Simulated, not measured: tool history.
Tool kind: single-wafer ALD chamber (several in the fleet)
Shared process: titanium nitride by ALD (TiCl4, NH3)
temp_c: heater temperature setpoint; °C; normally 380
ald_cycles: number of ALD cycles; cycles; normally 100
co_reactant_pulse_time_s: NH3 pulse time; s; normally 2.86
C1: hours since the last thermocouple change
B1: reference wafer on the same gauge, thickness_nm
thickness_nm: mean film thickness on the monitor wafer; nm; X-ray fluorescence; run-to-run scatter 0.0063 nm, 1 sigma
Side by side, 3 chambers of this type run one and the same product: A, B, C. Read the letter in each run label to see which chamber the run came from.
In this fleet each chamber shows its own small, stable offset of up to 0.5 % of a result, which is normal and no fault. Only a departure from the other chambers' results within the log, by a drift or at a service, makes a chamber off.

{"run": "1B", "hour": 8.9, "temp_c": 380, "ald_cycles": 100, "co_reactant_pulse_time_s": 2.86, "C1": 215.0, "B1": 1.8793, "thickness_nm": 2.228}
{"run": "2A", "hour": 18.5, "temp_c": 380, "ald_cycles": 100, "co_reactant_pulse_time_s": 2.86, "C1": 183.5, "B1": 1.8794, "thickness_nm": 2.1983}
{"run": "3C", "hour": 27.2, "temp_c": 380, "ald_cycles": 100, "co_reactant_pulse_time_s": 2.86, "C1": 587.9, "B1": 1.8799, "thickness_nm": 2.1904}
{"run": "4C", "hour": 33.5, "temp_c": 380, "ald_cycles": 100, "co_reactant_pulse_time_s": 2.86, "C1": 594.2, "B1": 1.8799, "thickness_nm": 2.206}
{"run": "5A", "hour": 40.8, "temp_c": 380, "ald_cycles": 100, "co_reactant_pulse_time_s": 2.86, "C1": 205.8, "B1": 1.8806, "thickness_nm": 2.2045}
{"run": "6B", "hour": 51.1, "temp_c": 380, "ald_cycles": 100, "co_reactant_pulse_time_s": 2.86, "C1": 257.2, "B1": 1.8795, "thickness_nm": 2.2068}
{"run": "7C", "hour": 61.6, "temp_c": 380, "ald_cycles": 100, "co_reactant_pulse_time_s": 2.86, "C1": 622.3, "B1": 1.8805, "thickness_nm": 2.2079}
{"run": "8A", "hour": 66.4, "temp_c": 365, "ald_cycles": 113, "co_reactant_pulse_time_s": 2.86, "C1": 231.4, "B1": 1.8817, "thickness_nm": 2.4504}
{"run": "9B", "hour": 76.9, "temp_c": 365, "ald_cycles": 113, "co_reactant_pulse_time_s": 2.86, "C1": 283.0, "B1": 1.8802, "thickness_nm": 2.4591}
{"run": "10A", "hour": 83.6, "temp_c": 365, "ald_cycles": 113, "co_reactant_pulse_time_s": 2.86, "C1": 248.6, "B1": 1.8777, "thickness_nm": 2.4408}
{"run": "11C", "hour": 91.5, "temp_c": 380, "ald_cycles": 100, "co_reactant_pulse_time_s": 3.5, "C1": 652.2, "B1": 1.8803, "thickness_nm": 2.2258}
{"run": "12B", "hour": 98.9, "temp_c": 380, "ald_cycles": 100, "co_reactant_pulse_time_s": 3.5, "C1": 305.0, "B1": 1.8821, "thickness_nm": 2.233}
{"run": "13A", "hour": 108.9, "temp_c": 380, "ald_cycles": 100, "co_reactant_pulse_time_s": 3.5, "C1": 273.9, "B1": 1.8802, "thickness_nm": 2.2158}
{"run": "14C", "hour": 117.1, "temp_c": 380, "ald_cycles": 100, "co_reactant_pulse_time_s": 2.86, "C1": 677.8, "B1": 1.8801, "thickness_nm": 2.2092}
{"run": "15B", "hour": 126.6, "temp_c": 380, "ald_cycles": 100, "co_reactant_pulse_time_s": 2.86, "C1": 332.7, "B1": 1.8803, "thickness_nm": 2.2028}
{"run": "16C", "hour": 133.3, "temp_c": 380, "ald_cycles": 100, "co_reactant_pulse_time_s": 2.86, "C1": 694.0, "B1": 1.8803, "thickness_nm": 2.2041}
{"run": "17A", "hour": 142.8, "temp_c": 380, "ald_cycles": 100, "co_reactant_pulse_time_s": 2.86, "C1": 307.8, "B1": 1.8802, "thickness_nm": 2.1978}
{"run": "18B", "hour": 152.2, "temp_c": 380, "ald_cycles": 81, "co_reactant_pulse_time_s": 2.86, "C1": 358.3, "B1": 1.8788, "thickness_nm": 1.7913}
{"run": "19B", "hour": 162.9, "temp_c": 380, "ald_cycles": 81, "co_reactant_pulse_time_s": 2.86, "C1": 369.0, "B1": 1.8793, "thickness_nm": 1.8043}
{"run": "20A", "hour": 170.0, "temp_c": 380, "ald_cycles": 81, "co_reactant_pulse_time_s": 2.86, "C1": 335.0, "B1": 1.8795, "thickness_nm": 1.7863}
{"run": "21C", "hour": 176.8, "temp_c": 380, "ald_cycles": 100, "co_reactant_pulse_time_s": 2.86, "C1": 737.5, "B1": 1.8804, "thickness_nm": 2.2014}
{"run": "22B", "hour": 186.6, "temp_c": 380, "ald_cycles": 100, "co_reactant_pulse_time_s": 2.86, "C1": 392.7, "B1": 1.8803, "thickness_nm": 2.2105}
{"run": "23A", "hour": 195.0, "temp_c": 380, "ald_cycles": 100, "co_reactant_pulse_time_s": 2.86, "C1": 360.0, "B1": 1.879, "thickness_nm": 2.1917}
{"run": "24C", "hour": 204.6, "temp_c": 380, "ald_cycles": 100, "co_reactant_pulse_time_s": 2.86, "C1": 765.3, "B1": 1.8801, "thickness_nm": 2.2017}
{"run": "25B", "hour": 212.9, "temp_c": 380, "ald_cycles": 100, "co_reactant_pulse_time_s": 2.86, "C1": 419.0, "B1": 1.8806, "thickness_nm": 2.2154}
{"run": "26C", "hour": 218.8, "temp_c": 380, "ald_cycles": 100, "co_reactant_pulse_time_s": 2.86, "C1": 779.5, "B1": 1.8809, "thickness_nm": 2.2038}
{"run": "27A", "hour": 225.3, "temp_c": 380, "ald_cycles": 100, "co_reactant_pulse_time_s": 2.86, "C1": 390.3, "B1": 1.8808, "thickness_nm": 2.1978}

Each of the 3 chambers runs these same settings next. Fill in every chamber's results:
{"run": "28A", "hour": 233.2, "temp_c": 380, "ald_cycles": 100, "co_reactant_pulse_time_s": 2.86, "thickness_nm": "?"}
{"run": "28B", "hour": 233.2, "temp_c": 380, "ald_cycles": 100, "co_reactant_pulse_time_s": 2.86, "thickness_nm": "?"}
{"run": "28C", "hour": 233.2, "temp_c": 380, "ald_cycles": 100, "co_reactant_pulse_time_s": 2.86, "thickness_nm": "?"}

run=28A thickness_nm=2.1913
run=28B thickness_nm=2.2121
run=28C thickness_nm=2.2032

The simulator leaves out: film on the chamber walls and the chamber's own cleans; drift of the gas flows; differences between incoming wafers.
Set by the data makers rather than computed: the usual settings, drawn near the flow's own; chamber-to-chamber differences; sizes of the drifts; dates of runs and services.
